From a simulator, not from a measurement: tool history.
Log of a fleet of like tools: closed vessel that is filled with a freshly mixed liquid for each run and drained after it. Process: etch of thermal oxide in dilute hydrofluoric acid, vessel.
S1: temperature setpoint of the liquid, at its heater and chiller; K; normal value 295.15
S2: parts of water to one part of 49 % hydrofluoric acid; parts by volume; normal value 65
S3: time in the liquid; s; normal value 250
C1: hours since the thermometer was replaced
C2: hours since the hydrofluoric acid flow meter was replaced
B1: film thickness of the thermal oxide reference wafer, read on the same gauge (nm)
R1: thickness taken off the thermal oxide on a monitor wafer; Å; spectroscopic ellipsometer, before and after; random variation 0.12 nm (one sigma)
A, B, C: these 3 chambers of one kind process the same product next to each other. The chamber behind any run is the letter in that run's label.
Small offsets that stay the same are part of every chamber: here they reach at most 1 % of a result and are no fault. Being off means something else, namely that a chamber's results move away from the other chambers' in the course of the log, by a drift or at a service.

run 1B hour=2.5 | S1=295.15 S2=65 S3=250 | C1=1066.6 C2=527.8 | B1=150 | R1=173.71
run 2A hour=6.8 | S1=295.15 S2=65 S3=250 | C1=1040.8 C2=232.2 | B1=150.02 | R1=172.2
run 3C hour=11.3 | S1=295.15 S2=65 S3=250 | C1=943.9 C2=73.5 | B1=149.97 | R1=174.51
run 4B hour=16.2 | S1=295.15 S2=65 S3=250 | C1=1080.3 C2=541.5 | B1=149.99 | R1=174.05
run 5C hour=21.1 | S1=295.15 S2=65 S3=250 | C1=953.7 C2=83.3 | B1=150 | R1=173.3
run 6A hour=23.7 | S1=295.15 S2=65 S3=250 | C1=1057.7 C2=249.1 | B1=149.99 | R1=171.5
run 7C hour=27.5 | S1=295.15 S2=65 S3=145 | C1=960.1 C2=89.7 | B1=150.01 | R1=100.41
run 8B hour=32.7 | S1=295.15 S2=65 S3=145 | C1=1096.8 C2=558 | B1=149.97 | R1=101.03
run 9A hour=35.2 | S1=295.15 S2=65 S3=145 | C1=1069.2 C2=260.6 | B1=149.95 | R1=99.927
run 10A hour=38.6 | S1=295.15 S2=65 S3=250 | C1=1072.6 C2=264 | B1=149.99 | R1=171.39
run 11C hour=42.2 | S1=295.15 S2=65 S3=250 | C1=974.8 C2=104.4 | B1=150.02 | R1=172.65
run 12B hour=45.3 | S1=295.15 S2=65 S3=250 | C1=1109.4 C2=570.6 | B1=149.99 | R1=172.78
run 13A hour=50.1 | S1=292.15 S2=55 S3=250 | C1=1084.1 C2=275.5 | B1=150.05 | R1=179.23
run 14B hour=54.9 | S1=292.15 S2=55 S3=250 | C1=1119 C2=580.2 | B1=150.01 | R1=184.36
run 15C hour=60 | S1=292.15 S2=55 S3=250 | C1=992.6 C2=122.2 | B1=149.96 | R1=182.62
run 16A hour=64.5 | S1=299.65 S2=65 S3=390 | C1=1098.5 C2=289.9 | B1=150 | R1=323.76
run 17C hour=69.1 | S1=299.65 S2=65 S3=390 | C1=1001.7 C2=131.3 | B1=150 | R1=327.5
run 18B hour=74.2 | S1=299.65 S2=65 S3=390 | C1=1138.3 C2=599.5 | B1=149.98 | R1=326.92
run 19B hour=78.9 | S1=295.15 S2=65 S3=250 | C1=1143 C2=604.2 | B1=149.97 | R1=173.79
run 20A hour=83.5 | S1=295.15 S2=65 S3=250 | C1=1117.5 C2=308.9 | B1=150.02 | R1=172.75
run 21C hour=88.5 | S1=290.65 S2=65 S3=250 | C1=1021.1 C2=150.7 | B1=150.01 | R1=143.08
run 22C hour=92.6 | S1=290.65 S2=65 S3=250 | C1=1025.2 C2=154.8 | B1=150 | R1=145.45
run 23A hour=95.3 | S1=290.65 S2=65 S3=250 | C1=1129.3 C2=320.7 | B1=149.99 | R1=140.81
run 24B hour=99.7 | S1=295.15 S2=65 S3=250 | C1=1163.8 C2=625 | B1=149.97 | R1=174.03

Read the log: is a single chamber off, either drifting away or since a service, is the gauge that measures every chamber drifting, or is nothing wrong beyond small per-chamber offsets? Name any odd chamber and what most likely caused it.

No chamber stands off beyond its own small offset, and the gauge holds steady.
